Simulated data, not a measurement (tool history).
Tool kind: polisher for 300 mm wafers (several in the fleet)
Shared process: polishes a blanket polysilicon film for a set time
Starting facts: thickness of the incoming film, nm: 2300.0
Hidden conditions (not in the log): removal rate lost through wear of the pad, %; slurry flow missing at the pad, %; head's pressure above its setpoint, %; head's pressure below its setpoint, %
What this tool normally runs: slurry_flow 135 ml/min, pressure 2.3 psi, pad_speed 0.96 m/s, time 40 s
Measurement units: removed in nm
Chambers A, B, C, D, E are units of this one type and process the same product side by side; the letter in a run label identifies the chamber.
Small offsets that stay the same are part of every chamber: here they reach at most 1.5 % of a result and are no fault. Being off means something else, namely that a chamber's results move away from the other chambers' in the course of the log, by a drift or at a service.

run	hour	slurry_flow	pressure	pad_speed	time	wafers polished on this pad	hours since the slurry nozzle was cleaned	hours since the head pressure was calibrated	removed
1C	9.6	135	2.3	0.96	40	350	232.4	334.0	290.87
2D	16.7	135	2.3	0.96	40	867	640.2	591.6	286.04
3B	26.2	135	2.3	0.96	40	619	264.7	263.6	301.28
# hour 27.7: chamber B: worn pad replaced by a new one
# hour 33.3: chamber B: slurry nozzle cleaned
4E	34.5	135	2.3	0.96	40	672	237.4	757.0	298.21
5A	43.9	135	2.3	0.96	40	915	58.5	629.9	295.44
# hour 45.1: chamber C: worn pad replaced by a new one
# hour 46.8: chamber A: worn pad replaced by a new one
6E	48.9	135	2.3	0.96	40	788	251.8	771.4	293.50
7B	56.8	160	2.3	0.96	40	233	23.6	294.2	303.14
8A	63.0	160	2.3	0.96	40	130	77.6	649.0	299.84
9C	73.2	160	2.3	0.96	40	226	296.0	397.6	289.62
10D	83.4	160	2.3	0.96	40	1403	706.9	658.3	303.61
# hour 86.9: chamber D: worn pad replaced by a new one
11C	88.8	160	2.3	0.96	40	351	311.6	413.2	303.63
12B	99.0	135	2.3	0.96	40	572	65.8	336.4	294.36
# hour 100.7: chamber B: worn pad replaced by a new one
13A	107.8	135	2.3	0.96	40	490	122.4	693.8	287.66
14E	116.3	135	2.3	0.96	40	1330	319.2	838.8	296.50
# hour 117.0: chamber C: worn pad replaced by a new one
15D	122.4	135	2.3	0.96	40	285	745.9	697.3	287.05
# hour 127.5: chamber B: head pressure recalibrated
16C	131.9	135	2.3	0.96	40	119	354.7	456.3	298.10
17E	140.8	135	2.3	0.96	40	1526	343.7	863.3	295.35
# hour 147.3: chamber D: slurry nozzle cleaned
18B	150.0	135	2.3	0.96	49	396	116.8	22.5	374.57
19D	156.3	135	2.3	0.96	49	558	9.0	731.2	360.23
20A	165.2	135	2.3	0.96	49	951	179.8	751.2	351.01
21C	172.4	135	2.3	0.96	49	445	395.2	496.8	353.41
# hour 174.1: chamber B: worn pad replaced by a new one
# hour 181.6: chamber C: slurry nozzle cleaned
22B	181.6	135	2.3	0.96	49	60	148.4	54.1	365.45
# hour 186.3: chamber A: worn pad replaced by a new one
23A	189.8	135	2.3	0.96	40	28	204.4	775.8	291.41
24E	195.0	135	2.3	0.96	40	1962	397.9	917.5	283.03
# hour 197.8: chamber C: worn pad replaced by a new one
25D	202.7	135	2.3	0.96	40	931	55.4	777.6	287.02
26B	212.2	135	2.3	0.96	40	306	179.0	84.7	298.82
27D	218.3	135	2.3	0.96	40	1056	71.0	793.2	290.43
28C	223.7	135	2.3	0.96	40	208	42.1	548.1	298.25
29E	229.3	135	2.3	0.96	40	2237	432.2	951.8	279.87
30A	238.7	135	2.3	0.96	40	421	253.3	824.7	293.00
31A	249.1	135	2.9	0.96	49	505	263.7	835.1	451.26
32D	255.6	135	2.9	0.96	49	1356	108.3	830.5	441.89

Has any chamber moved away from the others, gradually or after a service, or does the common gauge drift, or do the chambers differ only by their own small steady offsets? State the chamber and the most likely cause if one applies.

Little by little, chamber E moves away from the other chambers.
What lies behind it: removal rate lost through wear of the pad, % = 10.5.
The log might look much the same if the cause were instead: slurry flow missing at the pad, %; head's pressure below its setpoint, %.

Here are 4 candidates for chamber E's next run, each the usual settings with a change, their results left as question marks. Which one brings its results back in line with what the others give on the usual settings?
A result is in line if it is within this distance of the other chambers' mean on the usual settings: removed 15.00 nm
33E-1	263.2	135	2.2	0.90	37				?
33E-2	263.2	135	2.4	1.00	41				?
33E-3	263.2	95	2.3	0.96	40				?
33E-4	263.2	135	2.5	1.06	40				?

Mean of the other chambers on the usual settings: removed 291.97 nm
run	removed
33E-1	217.99
33E-2	293.46
33E-3	242.81
33E-4	316.46
Change 33E-2 lands the chamber within the allowed miss of the other chambers.

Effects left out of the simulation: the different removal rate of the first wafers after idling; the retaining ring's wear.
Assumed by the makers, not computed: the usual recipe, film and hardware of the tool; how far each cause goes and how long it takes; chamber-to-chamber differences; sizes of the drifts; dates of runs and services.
